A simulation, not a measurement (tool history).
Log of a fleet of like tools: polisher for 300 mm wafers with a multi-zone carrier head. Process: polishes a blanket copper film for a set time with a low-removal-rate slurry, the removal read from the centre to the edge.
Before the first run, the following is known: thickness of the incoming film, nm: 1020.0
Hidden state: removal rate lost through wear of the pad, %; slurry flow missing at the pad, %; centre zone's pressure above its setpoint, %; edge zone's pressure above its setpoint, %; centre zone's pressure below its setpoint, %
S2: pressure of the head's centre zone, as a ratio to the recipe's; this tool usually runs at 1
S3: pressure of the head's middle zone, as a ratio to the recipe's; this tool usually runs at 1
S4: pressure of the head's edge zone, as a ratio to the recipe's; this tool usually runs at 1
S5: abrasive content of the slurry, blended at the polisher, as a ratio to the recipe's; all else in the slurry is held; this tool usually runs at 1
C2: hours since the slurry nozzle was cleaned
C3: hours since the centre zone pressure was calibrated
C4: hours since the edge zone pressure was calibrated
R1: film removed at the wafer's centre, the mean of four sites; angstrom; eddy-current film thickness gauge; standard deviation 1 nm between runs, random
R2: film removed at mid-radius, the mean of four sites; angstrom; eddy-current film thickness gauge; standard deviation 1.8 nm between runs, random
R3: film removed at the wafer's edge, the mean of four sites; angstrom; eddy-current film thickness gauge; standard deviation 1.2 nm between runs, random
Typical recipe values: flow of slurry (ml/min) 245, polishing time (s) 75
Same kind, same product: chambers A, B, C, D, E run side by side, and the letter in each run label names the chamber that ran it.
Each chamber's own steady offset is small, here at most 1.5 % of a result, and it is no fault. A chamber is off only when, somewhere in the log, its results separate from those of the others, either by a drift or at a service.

run 1B hour=4.1 | flow_of_slurry_(ml/min)=245 S2=1 S3=1 S4=1 S5=1 polishing_time_(s)=75 | wafers_polished_on_this_pad=436 C2=92.6 C3=187.3 C4=184 | R1=1458.3 R2=1485.2 R3=1446.6
run 2E hour=7.7 | flow_of_slurry_(ml/min)=245 S2=1 S3=1 S4=1 S5=1 polishing_time_(s)=75 | wafers_polished_on_this_pad=203 C2=413.6 C3=265.8 C4=449.3 | R1=1481.8 R2=1470.4 R3=1453.7
-- hour=8.5 chamber C: worn pad replaced by a new one
run 3C hour=14.4 | flow_of_slurry_(ml/min)=245 S2=1 S3=1 S4=1 S5=1 polishing_time_(s)=75 | wafers_polished_on_this_pad=77 C2=398.5 C3=895.2 C4=831.8 | R1=1486.5 R2=1473.8 R3=1465.8
run 4D hour=21.7 | flow_of_slurry_(ml/min)=245 S2=1 S3=1 S4=1 S5=1 polishing_time_(s)=75 | wafers_polished_on_this_pad=437 C2=598.5 C3=317.6 C4=268.5 | R1=1449.3 R2=1424.7 R3=1494.3
-- hour=23.6 chamber A: worn pad replaced by a new one
run 5A hour=25.4 | flow_of_slurry_(ml/min)=245 S2=1 S3=1 S4=1 S5=1 polishing_time_(s)=75 | wafers_polished_on_this_pad=24 C2=38 C3=177.2 C4=275.9 | R1=1471 R2=1493.9 R3=1457.7
run 6A hour=30.5 | flow_of_slurry_(ml/min)=245 S2=1 S3=1 S4=1 S5=1 polishing_time_(s)=75 | wafers_polished_on_this_pad=91 C2=43.1 C3=182.3 C4=281 | R1=1453.8 R2=1508.5 R3=1455.3
-- hour=31.3 chamber D: worn pad replaced by a new one
run 7C hour=37.8 | flow_of_slurry_(ml/min)=245 S2=1 S3=1 S4=1 S5=1 polishing_time_(s)=75 | wafers_polished_on_this_pad=383 C2=421.9 C3=918.6 C4=855.2 | R1=1469.1 R2=1474.4 R3=1463.4
run 8E hour=44.1 | flow_of_slurry_(ml/min)=245 S2=1 S3=1 S4=1 S5=1 polishing_time_(s)=75 | wafers_polished_on_this_pad=679 C2=450 C3=302.2 C4=485.7 | R1=1478.6 R2=1474.8 R3=1487.2
run 9B hour=49.9 | flow_of_slurry_(ml/min)=245 S2=1 S3=1 S4=1 S5=1 polishing_time_(s)=75 | wafers_polished_on_this_pad=1036 C2=138.4 C3=233.1 C4=229.8 | R1=1464 R2=1451.8 R3=1457.2
-- hour=50.1 chamber D: edge zone pressure recalibrated
run 10D hour=55.6 | flow_of_slurry_(ml/min)=245 S2=1 S3=1 S4=1 S5=1 polishing_time_(s)=75 | wafers_polished_on_this_pad=318 C2=632.4 C3=351.5 C4=5.6 | R1=1458.8 R2=1467.1 R3=1491
run 11B hour=59.9 | flow_of_slurry_(ml/min)=245 S2=1 S3=1 S4=1 S5=1 polishing_time_(s)=75 | wafers_polished_on_this_pad=1167 C2=148.4 C3=243.1 C4=239.8 | R1=1459.4 R2=1449.2 R3=1461.4
-- hour=60.7 chamber B: worn pad replaced by a new one
-- hour=62 chamber C: worn pad replaced by a new one
-- hour=64.2 chamber C: edge zone pressure recalibrated
-- hour=65.7 chamber E: worn pad replaced by a new one
run 12D hour=66.4 | flow_of_slurry_(ml/min)=245 S2=1 S3=1 S4=1 S5=1 polishing_time_(s)=75 | wafers_polished_on_this_pad=459 C2=643.2 C3=362.3 C4=16.4 | R1=1443.9 R2=1483.6 R3=1482.3
run 13A hour=71.2 | flow_of_slurry_(ml/min)=245 S2=1 S3=1 S4=1 S5=1 polishing_time_(s)=75 | wafers_polished_on_this_pad=623 C2=83.8 C3=223 C4=321.7 | R1=1451.6 R2=1506.1 R3=1445
run 14E hour=74.6 | flow_of_slurry_(ml/min)=245 S2=1 S3=1 S4=1 S5=1 polishing_time_(s)=75 | wafers_polished_on_this_pad=116 C2=480.5 C3=332.7 C4=516.2 | R1=1477.5 R2=1458.8 R3=1471.2
-- hour=78.8 chamber D: worn pad replaced by a new one
run 15C hour=81.1 | flow_of_slurry_(ml/min)=245 S2=1 S3=1 S4=1 S5=1 polishing_time_(s)=75 | wafers_polished_on_this_pad=251 C2=465.2 C3=961.9 C4=17 | R1=1474.4 R2=1461.1 R3=1452.3
run 16E hour=85 | flow_of_slurry_(ml/min)=180 S2=1 S3=1 S4=1 S5=1 polishing_time_(s)=75 | wafers_polished_on_this_pad=252 C2=490.9 C3=343.1 C4=526.6 | R1=1416.2 R2=1409.9 R3=1453.6
run 17B hour=92 | flow_of_slurry_(ml/min)=180 S2=1 S3=1 S4=1 S5=1 polishing_time_(s)=75 | wafers_polished_on_this_pad=409 C2=180.5 C3=275.2 C4=271.9 | R1=1396.6 R2=1397.9 R3=1403.3
run 18A hour=96.3 | flow_of_slurry_(ml/min)=180 S2=1 S3=1 S4=1 S5=1 polishing_time_(s)=75 | wafers_polished_on_this_pad=952 C2=108.9 C3=248.1 C4=346.8 | R1=1398.2 R2=1410.1 R3=1411.4
-- hour=97.5 chamber D: centre zone pressure recalibrated
run 19D hour=102.9 | flow_of_slurry_(ml/min)=180 S2=1 S3=1 S4=1 S5=1 polishing_time_(s)=75 | wafers_polished_on_this_pad=316 C2=679.7 C3=5.5 C4=52.9 | R1=1282.8 R2=1389.2 R3=1439.6
run 20C hour=108.4 | flow_of_slurry_(ml/min)=180 S2=1 S3=1 S4=1 S5=1 polishing_time_(s)=75 | wafers_polished_on_this_pad=608 C2=492.5 C3=989.2 C4=44.3 | R1=1390.3 R2=1411.4 R3=1440.7
run 21C hour=113.1 | flow_of_slurry_(ml/min)=245 S2=1 S3=1 S4=1 S5=1 polishing_time_(s)=75 | wafers_polished_on_this_pad=669 C2=497.2 C3=993.9 C4=49 | R1=1469.6 R2=1458.6 R3=1466.6
-- hour=115.5 chamber D: worn pad replaced by a new one
run 22A hour=116.8 | flow_of_slurry_(ml/min)=170 S2=1 S3=1 S4=1 S5=1 polishing_time_(s)=75 | wafers_polished_on_this_pad=1220 C2=129.4 C3=268.6 C4=367.3 | R1=1386.1 R2=1389.5 R3=1398.5
run 23E hour=124 | flow_of_slurry_(ml/min)=170 S2=1 S3=1 S4=1 S5=1 polishing_time_(s)=75 | wafers_polished_on_this_pad=763 C2=529.9 C3=382.1 C4=565.6 | R1=1401 R2=1414.6 R3=1447.1
run 24B hour=127.6 | flow_of_slurry_(ml/min)=170 S2=1 S3=1 S4=1 S5=1 polishing_time_(s)=75 | wafers_polished_on_this_pad=875 C2=216.1 C3=310.8 C4=307.5 | R1=1394.8 R2=1381.9 R3=1399
-- hour=130.2 chamber A: worn pad replaced by a new one
-- hour=130.8 chamber C: worn pad replaced by a new one
run 25D hour=133 | flow_of_slurry_(ml/min)=170 S2=1 S3=1 S4=1 S5=1 polishing_time_(s)=75 | wafers_polished_on_this_pad=229 C2=709.8 C3=35.6 C4=83 | R1=1266.2 R2=1402.5 R3=1431.7
run 26B hour=139.3 | flow_of_slurry_(ml/min)=170 S2=1 S3=1 S4=1 S5=1 polishing_time_(s)=75 | wafers_polished_on_this_pad=1028 C2=227.8 C3=322.5 C4=319.2 | R1=1385.2 R2=1411.7 R3=1384.8
-- hour=141.1 chamber B: worn pad replaced by a new one
run 27E hour=146.6 | flow_of_slurry_(ml/min)=245 S2=1 S3=1 S4=1 S5=1 polishing_time_(s)=75 | wafers_polished_on_this_pad=1058 C2=552.5 C3=404.7 C4=588.2 | R1=1475.2 R2=1502.7 R3=1464
-- hour=151.2 chamber E: worn pad replaced by a new one
run 28D hour=152.6 | flow_of_slurry_(ml/min)=245 S2=1 S3=1 S4=1 S5=1 polishing_time_(s)=75 | wafers_polished_on_this_pad=485 C2=729.4 C3=55.2 C4=102.6 | R1=1341.5 R2=1475.9 R3=1469.2
run 29A hour=160 | flow_of_slurry_(ml/min)=245 S2=1 S3=1 S4=1 S5=1 polishing_time_(s)=75 | wafers_polished_on_this_pad=390 C2=172.6 C3=311.8 C4=410.5 | R1=1462.2 R2=1458.9 R3=1451.8
-- hour=163.4 chamber D: worn pad replaced by a new one
run 30C hour=164.9 | flow_of_slurry_(ml/min)=245 S2=1 S3=1 S4=1 S5=1 polishing_time_(s)=75 | wafers_polished_on_this_pad=447 C2=549 C3=1045.7 C4=100.8 | R1=1455 R2=1478.6 R3=1469.2
run 31C hour=169.9 | flow_of_slurry_(ml/min)=245 S2=0.93 S3=1 S4=1 S5=1.15 polishing_time_(s)=75 | wafers_polished_on_this_pad=512 C2=554 C3=1050.7 C4=105.8 | R1=1388.8 R2=1502.3 R3=1487.6
run 32A hour=174.7 | flow_of_slurry_(ml/min)=245 S2=0.93 S3=1 S4=1 S5=1.15 polishing_time_(s)=75 | wafers_polished_on_this_pad=582 C2=187.3 C3=326.5 C4=425.2 | R1=1399.5 R2=1524.2 R3=1501.7
run 33D hour=178.2 | flow_of_slurry_(ml/min)=245 S2=0.93 S3=1 S4=1 S5=1.15 polishing_time_(s)=75 | wafers_polished_on_this_pad=194 C2=755 C3=80.8 C4=128.2 | R1=1282.3 R2=1526.2 R3=1516.1
run 34E hour=184.8 | flow_of_slurry_(ml/min)=245 S2=0.93 S3=1 S4=1 S5=1.15 polishing_time_(s)=75 | wafers_polished_on_this_pad=440 C2=590.7 C3=442.9 C4=626.4 | R1=1410.7 R2=1531.5 R3=1522.4
run 35B hour=189.6 | flow_of_slurry_(ml/min)=245 S2=0.93 S3=1 S4=1 S5=1.15 polishing_time_(s)=75 | wafers_polished_on_this_pad=635 C2=278.1 C3=372.8 C4=369.5 | R1=1403.4 R2=1520.8 R3=1508.9
run 36C hour=193.4 | flow_of_slurry_(ml/min)=245 S2=1 S3=1 S4=1 S5=1 polishing_time_(s)=75 | wafers_polished_on_this_pad=820 C2=577.5 C3=1074.2 C4=129.3 | R1=1473.7 R2=1457.8 R3=1483.2
run 37D hour=199.5 | flow_of_slurry_(ml/min)=245 S2=1 S3=1 S4=1 S5=1 polishing_time_(s)=75 | wafers_polished_on_this_pad=473 C2=776.3 C3=102.1 C4=149.5 | R1=1349.1 R2=1484.2 R3=1507.6
run 38B hour=204.3 | flow_of_slurry_(ml/min)=245 S2=1 S3=1 S4=1 S5=1 polishing_time_(s)=75 | wafers_polished_on_this_pad=828 C2=292.8 C3=387.5 C4=384.2 | R1=1473.3 R2=1432.4 R3=1458.8
run 39E hour=210.3 | flow_of_slurry_(ml/min)=245 S2=1 S3=1 S4=1 S5=1 polishing_time_(s)=75 | wafers_polished_on_this_pad=774 C2=616.2 C3=468.4 C4=651.9 | R1=1461.1 R2=1473.5 R3=1474.9

One chamber off, gauge drift, or nothing amiss beyond the chambers' own small offsets? If it is a chamber, which one, and what is the likeliest cause?

Chamber D came out of a service off from its peers and stayed that way.
What lies behind it: centre zone's pressure below its setpoint, % = 7.03.

Which of the 4 candidates below, each the usual settings with something changed and its results left as question marks, puts chamber D back in line with what the other chambers give on the usual settings?
To be in line, a result may differ from the other chambers' mean on the usual settings by at most: R1 36 angstrom; R2 64 angstrom; R3 43 angstrom
run 40D-1 hour=215.7 | flow_of_slurry_(ml/min)=240 S2=0.92 S3=1.01 S4=1.03 S5=1 polishing_time_(s)=75 | R1=? R2=? R3=?
run 40D-2 hour=215.7 | flow_of_slurry_(ml/min)=250 S2=1.08 S3=0.99 S4=0.97 S5=1 polishing_time_(s)=75 | R1=? R2=? R3=?
run 40D-3 hour=215.7 | flow_of_slurry_(ml/min)=240 S2=0.96 S3=1 S4=1.02 S5=1 polishing_time_(s)=75 | R1=? R2=? R3=?
run 40D-4 hour=215.7 | flow_of_slurry_(ml/min)=250 S2=1.04 S3=1 S4=0.98 S5=1 polishing_time_(s)=75 | R1=? R2=? R3=?

The mean the other chambers reach with the usual settings: R1 1468.3 angstrom; R2 1470.2 angstrom; R3 1465.3 angstrom
run=40D-1 R1=1219.2 R2=1479.7 R3=1510.5
run=40D-2 R1=1461.3 R2=1458.4 R3=1469.5
run=40D-3 R1=1277.7 R2=1465.7 R3=1502.9
run=40D-4 R1=1402.5 R2=1472.4 R3=1477.1
40D-2 puts the chamber back in line with the other chambers.

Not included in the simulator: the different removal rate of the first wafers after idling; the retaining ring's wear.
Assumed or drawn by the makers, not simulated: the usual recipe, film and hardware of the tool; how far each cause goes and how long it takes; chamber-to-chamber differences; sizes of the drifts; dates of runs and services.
